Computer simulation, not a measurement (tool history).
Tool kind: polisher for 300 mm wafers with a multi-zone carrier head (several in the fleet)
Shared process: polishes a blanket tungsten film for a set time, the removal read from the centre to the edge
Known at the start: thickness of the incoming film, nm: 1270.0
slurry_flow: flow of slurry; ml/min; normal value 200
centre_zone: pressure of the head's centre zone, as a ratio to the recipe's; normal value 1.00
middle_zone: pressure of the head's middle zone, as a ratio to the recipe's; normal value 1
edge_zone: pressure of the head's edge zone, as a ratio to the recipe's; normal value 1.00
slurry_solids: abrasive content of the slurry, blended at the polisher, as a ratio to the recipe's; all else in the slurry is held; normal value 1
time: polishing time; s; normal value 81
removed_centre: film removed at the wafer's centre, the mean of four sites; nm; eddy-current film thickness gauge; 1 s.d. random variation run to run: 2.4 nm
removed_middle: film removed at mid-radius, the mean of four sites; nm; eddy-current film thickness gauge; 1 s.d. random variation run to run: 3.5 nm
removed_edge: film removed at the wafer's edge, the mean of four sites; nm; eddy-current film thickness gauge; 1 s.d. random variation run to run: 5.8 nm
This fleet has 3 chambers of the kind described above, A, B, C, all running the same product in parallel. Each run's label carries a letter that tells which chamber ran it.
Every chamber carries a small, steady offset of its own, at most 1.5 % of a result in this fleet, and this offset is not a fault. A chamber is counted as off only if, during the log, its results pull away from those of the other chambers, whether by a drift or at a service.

run,day,slurry_flow,centre_zone,middle_zone,edge_zone,slurry_solids,time,wafers polished on this pad,hours since the slurry nozzle was cleaned,hours since the centre zone pressure was calibrated,hours since the edge zone pressure was calibrated,removed_centre,removed_middle,removed_edge
1A,0.150,200,1.00,1,1.00,1,81,865,127.1,428.9,666.6,396.54,393.71,383.54
2C,0.417,200,1.00,1,1.00,1,81,634,292.4,582.2,1221.5,392.09,396.61,403.23
# day 0.583: chamber B: edge zone pressure recalibrated
3B,0.717,200,1.00,1,1.00,1,81,297,208.1,150.1,3.3,395.26,400.73,391.28
4C,1.042,200,1.00,1,1.00,1,81,780,307.4,597.2,1236.5,387.17,392.19,400.81
5A,1.367,200,1.00,1,1.00,1,81,1150,156.3,458.1,695.8,396.77,398.10,395.92
# day 1.388: chamber C: worn pad replaced by a new one
6B,1.683,200,1.00,1,1.00,1,81,524,231.3,173.3,26.5,393.38,399.48,400.96
7A,2.000,200,1.00,1,1.00,1,81,1298,171.5,473.3,711.0,394.82,397.74,387.86
# day 2.225: chamber A: worn pad replaced by a new one
8B,2.333,200,1.00,1,1.00,1,81,676,246.9,188.9,42.1,390.70,400.85,390.53
9C,2.592,200,1.00,1,1.00,1,81,283,344.6,634.4,1273.7,391.36,390.14,401.95
10A,2.850,200,1.00,1,1.07,1,103,146,191.9,493.7,731.4,503.98,508.75,533.71
11B,3.146,200,1.00,1,1.07,1,103,867,266.4,208.4,61.6,499.85,496.49,527.52
# day 3.283: chamber A: centre zone pressure recalibrated
12C,3.367,200,1.00,1,1.07,1,103,464,363.2,653.0,1292.3,505.43,503.25,519.63
# day 3.508: chamber B: worn pad replaced by a new one
13A,3.550,200,0.92,1,1.00,1,81,311,208.7,6.4,748.2,365.36,400.30,403.15
14B,3.742,200,0.92,1,1.00,1,81,55,280.7,222.7,75.9,352.57,399.93,393.14
15C,3.962,200,0.92,1,1.00,1,81,604,377.5,667.3,1306.6,359.58,392.29,390.32
16A,4.138,200,1.00,1,1.00,1,81,448,222.8,20.5,762.3,398.69,399.31,393.34
# day 4.262: chamber C: slurry nozzle cleaned
17C,4.483,200,1.00,1,1.00,1,81,726,5.4,679.8,1319.1,386.32,390.97,402.88
18B,4.662,200,1.00,1,1.00,1,81,271,302.8,244.8,98.0,387.60,404.93,396.11
19B,4.858,200,1.00,1,1.00,1,81,317,307.5,249.5,102.7,388.82,398.51,401.58
# day 4.883: chamber C: worn pad replaced by a new one
20C,5.050,200,1.00,1,1.00,1,81,39,19.0,693.4,1332.7,397.12,393.10,398.39
21A,5.396,200,1.00,1,1.00,1,81,743,253.0,50.7,792.5,396.87,395.66,384.74
# day 5.404: chamber A: edge zone pressure recalibrated
22A,5.650,200,1.00,1,1.00,1,81,803,259.1,56.8,5.9,396.77,393.87,405.74
23B,5.975,200,1.00,1,1.00,1,81,578,334.3,276.3,129.5,382.72,394.51,405.18
24C,6.258,200,1.00,1,1.00,1,81,322,48.0,722.4,1361.7,388.61,391.79,393.80
25B,6.417,200,1.00,1,1.00,1,81,682,344.9,286.9,140.1,380.50,399.32,400.37
26A,6.708,200,1.00,1,1.00,1,81,1051,284.5,82.2,31.3,398.93,397.79,393.68
# day 6.992: chamber C: edge zone pressure recalibrated
27C,6.992,230,1.00,1,1.06,1,81,494,65.6,740.0,0.0,399.11,404.25,420.15
# day 7.250: chamber B: worn pad replaced by a new one
28A,7.312,230,1.00,1,1.06,1,81,1193,299.0,96.7,45.8,404.57,402.62,419.25
29B,7.658,230,1.00,1,1.06,1,81,96,374.7,316.7,169.9,387.74,401.35,426.21
30C,7.850,200,1.00,1,1.00,1,81,696,86.2,760.6,20.6,391.72,396.77,410.37
31C,8.058,200,1.00,1,1.00,1,81,744,91.2,765.6,25.6,393.28,395.78,407.11
# day 8.108: chamber C: worn pad replaced by a new one
32A,8.358,200,1.00,1,1.00,1,81,1438,324.1,121.8,70.9,399.77,398.51,405.83
33B,8.708,200,1.00,1,1.00,1,81,342,399.9,341.9,195.1,371.77,401.16,394.62
34C,9.050,200,1.00,1,1.00,1,81,221,115.0,789.4,49.4,393.03,394.15,399.14

All chambers now run identical settings, listed one chamber a line with results as question marks. What results will each chamber show?
35A,9.300,200,1.00,1,1.00,1,81,,,,,?,?,?
35B,9.300,200,1.00,1,1.00,1,81,,,,,?,?,?
35C,9.300,200,1.00,1,1.00,1,81,,,,,?,?,?

run,removed_centre,removed_middle,removed_edge
35A,399.70,398.95,411.61
35B,367.64,402.58,401.47
35C,391.33,398.64,395.12
